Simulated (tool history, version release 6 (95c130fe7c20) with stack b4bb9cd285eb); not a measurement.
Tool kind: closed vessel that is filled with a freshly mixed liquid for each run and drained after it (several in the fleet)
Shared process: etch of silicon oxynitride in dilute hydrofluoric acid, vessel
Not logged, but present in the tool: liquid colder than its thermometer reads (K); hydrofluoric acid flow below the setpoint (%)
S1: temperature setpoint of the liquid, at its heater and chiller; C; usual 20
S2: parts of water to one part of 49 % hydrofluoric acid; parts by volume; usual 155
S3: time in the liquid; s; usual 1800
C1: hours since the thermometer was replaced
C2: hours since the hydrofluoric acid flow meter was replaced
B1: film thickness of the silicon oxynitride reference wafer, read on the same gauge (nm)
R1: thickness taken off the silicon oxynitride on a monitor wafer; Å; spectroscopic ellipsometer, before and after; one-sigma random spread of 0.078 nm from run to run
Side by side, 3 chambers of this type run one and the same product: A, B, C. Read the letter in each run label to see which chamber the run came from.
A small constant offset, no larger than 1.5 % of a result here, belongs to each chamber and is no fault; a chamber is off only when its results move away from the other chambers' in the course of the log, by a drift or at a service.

run,hour,S1,S2,S3,C1,C2,B1,R1
1C,4.6,20,155,1800,1608.1,331.2,140,231.07
2B,8.8,20,155,1800,1026.7,841.2,139.99,228.64
3A,13.3,20,155,1800,544.4,282.3,139.99,233.87
4C,17.6,20,155,1800,1621.1,344.2,140.03,230.6
5B,21.3,20,155,1800,1039.2,853.7,139.97,228.62
6A,25,20,155,1800,556.1,294,140.01,234.74
7C,28.3,20,155,1800,1631.8,354.9,140,230.4
8B,31.3,20,155,1800,1049.2,863.7,140.01,229.59
9A,36.9,23.5,155,1180,568,305.9,140,180.84
10B,40,23.5,155,1180,1057.9,872.4,139.98,175.62
11C,43.1,23.5,155,1180,1646.6,369.7,139.99,178.08
12A,46.5,20,155,1800,577.6,315.5,139.99,232.59
# hour 48.6: chamber C: thermometer replaced
13A,49.7,20,155,1800,580.8,318.7,140,234.01
14B,53.9,23,230,1800,1071.8,886.3,139.99,168.5
15C,59.2,23,230,1800,10.7,385.8,140.02,168.87
16B,61.8,23,230,1800,1079.7,894.2,139.99,168.57
17C,66.1,20,195,1800,17.6,392.7,139.98,177.4
18A,70.7,20,195,1800,601.8,339.7,139.99,181.52
19B,76.4,20,195,1800,1094.3,908.8,140.01,176.72
20C,81.2,20,155,1800,32.7,407.8,140.02,230.49
21A,85.4,20,190,1800,616.5,354.4,140,187.26
22B,88.8,20,190,1800,1106.7,921.2,140,181.67
23C,93,20,190,1800,44.5,419.6,139.99,183
24A,98.4,20,155,1800,629.5,367.4,140,231.87
25B,102.1,20,155,1800,1120,934.5,140.01,227.14
26A,105.3,20,155,1800,636.4,374.3,139.99,234.49
27C,107.8,20,155,1800,59.3,434.4,140.01,229.88
28A,112.1,20,155,1800,643.2,381.1,139.99,233.61
29B,115.6,20,155,1800,1133.5,948,140.01,226.35
30C,119.3,20,155,1800,70.8,445.9,140.01,229.55
31C,122.2,20,155,1800,73.7,448.8,139.98,229.07
32B,125,20,155,1800,1142.9,957.4,140,226.56
33A,127.7,20,155,1800,658.8,396.7,139.98,234.21
34B,132.1,20,155,1800,1150,964.5,140.01,226.19
35C,135.6,20,155,1800,87.1,462.2,140,230.5
36A,139.1,20,155,2710,670.2,408.1,139.98,350.28
37C,142.5,20,155,2710,94,469.1,139.98,344.32
38A,145.8,20,155,2710,676.9,414.8,140,352.56
39B,150.6,20,155,1800,1168.5,983,140.02,223.67
40B,155,20,155,1800,1172.9,987.4,140,225.99

For the next run the whole fleet of 3 chambers uses the same settings. Give each chamber's results:
41A,159.1,20,155,1800,,,,?
41B,159.1,20,155,1800,,,,?
41C,159.1,20,155,1800,,,,?

run,R1
41A,233.34
41B,224.31
41C,230.11

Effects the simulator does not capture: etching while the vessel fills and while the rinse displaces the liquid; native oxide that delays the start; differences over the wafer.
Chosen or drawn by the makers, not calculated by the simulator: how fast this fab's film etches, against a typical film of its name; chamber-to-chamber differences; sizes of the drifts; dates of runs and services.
